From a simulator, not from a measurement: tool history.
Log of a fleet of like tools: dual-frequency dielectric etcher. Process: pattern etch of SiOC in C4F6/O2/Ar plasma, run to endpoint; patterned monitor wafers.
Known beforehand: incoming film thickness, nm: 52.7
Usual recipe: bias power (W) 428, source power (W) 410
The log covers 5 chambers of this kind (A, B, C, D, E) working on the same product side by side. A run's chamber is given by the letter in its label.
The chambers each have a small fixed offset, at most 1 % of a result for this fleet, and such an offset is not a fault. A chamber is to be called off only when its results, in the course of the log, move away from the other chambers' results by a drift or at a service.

| run | hour | bias power (W) | source power (W) | hours since the last wet clean | hours since the last bias power generator calibration | hours since the last source power generator calibration | endpoint time (s) |
|---|---|---|---|---|---|---|---|
|  | 2.6 | chamber C: source power generator calibrated |
| 1A | 13.5 | 428 | 410 | 403.5 | 2430.6 | 749.7 | 18.475 |
| 2C | 23.4 | 428 | 410 | 51.5 | 2583.9 | 20.8 | 18.876 |
| 3D | 36.4 | 428 | 410 | 282.6 | 942.7 | 2600.9 | 18.640 |
|  | 48.4 | chamber A: wet clean of the chamber |
| 4E | 50.8 | 428 | 410 | 287.1 | 2305.2 | 405.8 | 18.645 |
| 5B | 65.1 | 428 | 410 | 417.7 | 2904.2 | 577.3 | 18.864 |
| 6D | 74.6 | 428 | 330 | 320.8 | 980.9 | 2639.1 | 20.103 |
| 7C | 83.6 | 428 | 330 | 111.7 | 2644.1 | 81.0 | 20.274 |
| 8A | 91.2 | 428 | 330 | 42.8 | 2508.3 | 827.4 | 20.284 |
| 9B | 106.1 | 428 | 330 | 458.7 | 2945.2 | 618.3 | 20.256 |
| 10E | 117.5 | 428 | 330 | 353.8 | 2371.9 | 472.5 | 19.976 |
| 11D | 124.2 | 428 | 410 | 370.4 | 1030.5 | 2688.7 | 18.728 |
|  | 126.3 | chamber D: wet clean of the chamber |
| 12A | 131.0 | 428 | 410 | 82.6 | 2548.1 | 867.2 | 18.729 |
| 13C | 144.1 | 357 | 340 | 172.2 | 2704.6 | 141.5 | 21.267 |
|  | 157.0 | chamber B: wet clean of the chamber |
| 14B | 157.2 | 357 | 340 | 0.3 | 2996.3 | 669.4 | 22.351 |
| 15E | 167.7 | 357 | 340 | 404.0 | 2422.1 | 522.7 | 20.978 |
| 16B | 180.7 | 357 | 340 | 23.8 | 3019.8 | 692.9 | 22.276 |
| 17D | 193.0 | 357 | 340 | 66.7 | 1099.3 | 2757.5 | 21.401 |
| 18E | 201.7 | 428 | 410 | 438.0 | 2456.1 | 556.7 | 18.795 |
| 19C | 212.8 | 428 | 410 | 240.9 | 2773.3 | 210.2 | 18.579 |
| 20A | 225.5 | 428 | 500 | 177.1 | 2642.6 | 961.7 | 17.184 |
| 21A | 234.8 | 428 | 500 | 186.4 | 2651.9 | 971.0 | 17.459 |
| 22B | 249.5 | 428 | 500 | 92.6 | 3088.6 | 761.7 | 18.151 |
| 23D | 264.5 | 428 | 500 | 138.2 | 1170.8 | 2829.0 | 17.300 |
| 24E | 272.2 | 428 | 500 | 508.5 | 2526.6 | 627.2 | 17.269 |
|  | 279.3 | chamber E: bias power generator calibrated |
| 25C | 286.3 | 428 | 410 | 314.4 | 2846.8 | 283.7 | 18.771 |
| 26B | 295.7 | 428 | 410 | 138.8 | 3134.8 | 807.9 | 19.761 |
|  | 297.1 | chamber E: wet clean of the chamber |
| 27D | 302.3 | 428 | 410 | 176.0 | 1208.6 | 2866.8 | 18.668 |
| 28E | 315.3 | 428 | 410 | 18.2 | 36.1 | 670.3 | 18.383 |
| 29C | 323.2 | 428 | 410 | 351.3 | 2883.7 | 320.6 | 18.729 |
| 30A | 336.9 | 522 | 360 | 288.5 | 2754.0 | 1073.1 | 18.004 |
| 31A | 350.5 | 522 | 360 | 302.1 | 2767.6 | 1086.7 | 18.200 |
| 32D | 363.3 | 522 | 360 | 237.0 | 1269.6 | 2927.8 | 18.226 |
| 33C | 369.8 | 522 | 360 | 397.9 | 2930.3 | 367.2 | 17.992 |
| 34B | 379.4 | 522 | 360 | 222.5 | 3218.5 | 891.6 | 18.912 |
| 35E | 393.1 | 428 | 410 | 96.0 | 113.9 | 748.1 | 18.479 |
| 36C | 407.1 | 428 | 410 | 435.2 | 2967.6 | 404.5 | 18.715 |
| 37E | 416.9 | 428 | 410 | 119.8 | 137.7 | 771.9 | 18.446 |
| 38D | 429.1 | 428 | 410 | 302.8 | 1335.4 | 2993.6 | 18.624 |
| 39A | 441.8 | 428 | 410 | 393.4 | 2858.9 | 1178.0 | 18.646 |
| 40B | 456.4 | 428 | 410 | 299.5 | 3295.5 | 968.6 | 19.496 |

Predict what each chamber gives when all 5 of them run the settings below next.
| 41A | 467.2 | 428 | 410 |  |  |  | ? |
| 41B | 467.2 | 428 | 410 |  |  |  | ? |
| 41C | 467.2 | 428 | 410 |  |  |  | ? |
| 41D | 467.2 | 428 | 410 |  |  |  | ? |
| 41E | 467.2 | 428 | 410 |  |  |  | ? |

| run | endpoint time (s) |
|---|---|
| 41A | 18.519 |
| 41B | 19.538 |
| 41C | 18.382 |
| 41D | 18.482 |
| 41E | 18.698 |
